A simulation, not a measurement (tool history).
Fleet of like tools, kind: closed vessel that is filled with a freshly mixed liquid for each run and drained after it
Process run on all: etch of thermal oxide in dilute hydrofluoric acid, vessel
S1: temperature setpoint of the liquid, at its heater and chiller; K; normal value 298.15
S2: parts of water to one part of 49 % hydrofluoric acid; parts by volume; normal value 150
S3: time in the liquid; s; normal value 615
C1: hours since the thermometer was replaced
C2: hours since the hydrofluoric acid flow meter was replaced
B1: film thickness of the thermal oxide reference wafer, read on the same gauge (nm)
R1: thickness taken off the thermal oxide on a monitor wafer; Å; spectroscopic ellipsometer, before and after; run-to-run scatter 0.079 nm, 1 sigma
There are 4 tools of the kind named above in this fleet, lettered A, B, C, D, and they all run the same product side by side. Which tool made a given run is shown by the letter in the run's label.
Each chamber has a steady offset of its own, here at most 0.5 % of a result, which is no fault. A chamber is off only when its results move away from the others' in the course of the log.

run	hour	S1	S2	S3	C1	C2	B1	R1
1B	6.1	298.15	150	615	1963	43.5	130.01	190.63
2C	16.4	298.15	150	615	984.7	717.6	130.02	191.49
3D	23.3	298.15	150	615	1361.4	301.9	130	189.4
4A	33.9	298.15	150	615	1391.4	1802.3	130	190.69
5D	39.6	301.65	150	615	1377.7	318.2	129.99	218.25
6A	46.1	301.65	150	615	1403.6	1814.5	129.99	216.6
7B	52.7	301.65	150	615	2009.6	90.1	129.98	216.96
8C	62.8	301.65	150	615	1031.1	764	129.99	216.63
9C	71.4	298.15	150	615	1039.7	772.6	130.02	191.27
10A	79.9	298.15	150	615	1437.4	1848.3	130.01	189.64
11B	88.8	298.15	150	615	2045.7	126.2	130.05	189.62
12D	97.2	300.65	195	615	1435.3	375.8	130.04	154.86
13D	103.5	300.65	195	615	1441.6	382.1	130.04	154.92
14C	112	300.65	195	615	1080.3	813.2	129.98	153.15
15B	121.3	300.65	195	615	2078.2	158.7	130	151.83
16A	127.1	298.15	150	615	1484.6	1895.5	130.03	190.07
17D	133.3	298.15	150	615	1471.4	411.9	130.01	194.46
18B	144.4	298.15	150	615	2101.3	181.8	130.02	190.44
19C	151.1	298.15	150	615	1119.4	852.3	129.99	190.73
20A	162.1	298.15	150	615	1519.6	1930.5	130.03	190.45
21D	171.4	298.15	150	615	1509.5	450	129.97	195.18
22C	177.5	298.15	150	615	1145.8	878.7	130.01	191.19
23A	187.1	298.15	150	615	1544.6	1955.5	130	190.67
24B	196.3	298.15	150	860	2153.2	233.7	129.98	266.64
25D	203.3	298.15	150	860	1541.4	481.9	130.01	273.92
26B	215	298.15	150	860	2171.9	252.4	130.02	268.11
27C	221.5	298.15	150	860	1189.8	922.7	129.97	266.79
28A	228.5	298.15	150	615	1586	1996.9	130	190.36
29B	237.5	298.15	150	615	2194.4	274.9	129.98	188.46
30A	244.3	298.15	150	615	1601.8	2012.7	129.99	189.17
31D	251.8	298.15	150	615	1589.9	530.4	130.01	198.45
32C	261.4	298.15	175	615	1229.7	962.6	130.01	158.95
33A	267.7	298.15	175	615	1625.2	2036.1	130.01	159.53
34B	277.2	298.15	175	615	2234.1	314.6	130.01	157.8
35D	287.1	298.15	175	615	1625.2	565.7	129.99	165.75
36C	294	298.15	150	615	1262.3	995.2	130.03	190.99
37D	302	298.15	150	615	1640.1	580.6	129.99	199.8

For the next run the whole fleet of 4 chambers uses the same settings. Give each chamber's results:
38A	310.4	298.15	150	390				?
38B	310.4	298.15	150	390				?
38C	310.4	298.15	150	390				?
38D	310.4	298.15	150	390				?

run	R1
38A	121.08
38B	121.27
38C	120.71
38D	126.67

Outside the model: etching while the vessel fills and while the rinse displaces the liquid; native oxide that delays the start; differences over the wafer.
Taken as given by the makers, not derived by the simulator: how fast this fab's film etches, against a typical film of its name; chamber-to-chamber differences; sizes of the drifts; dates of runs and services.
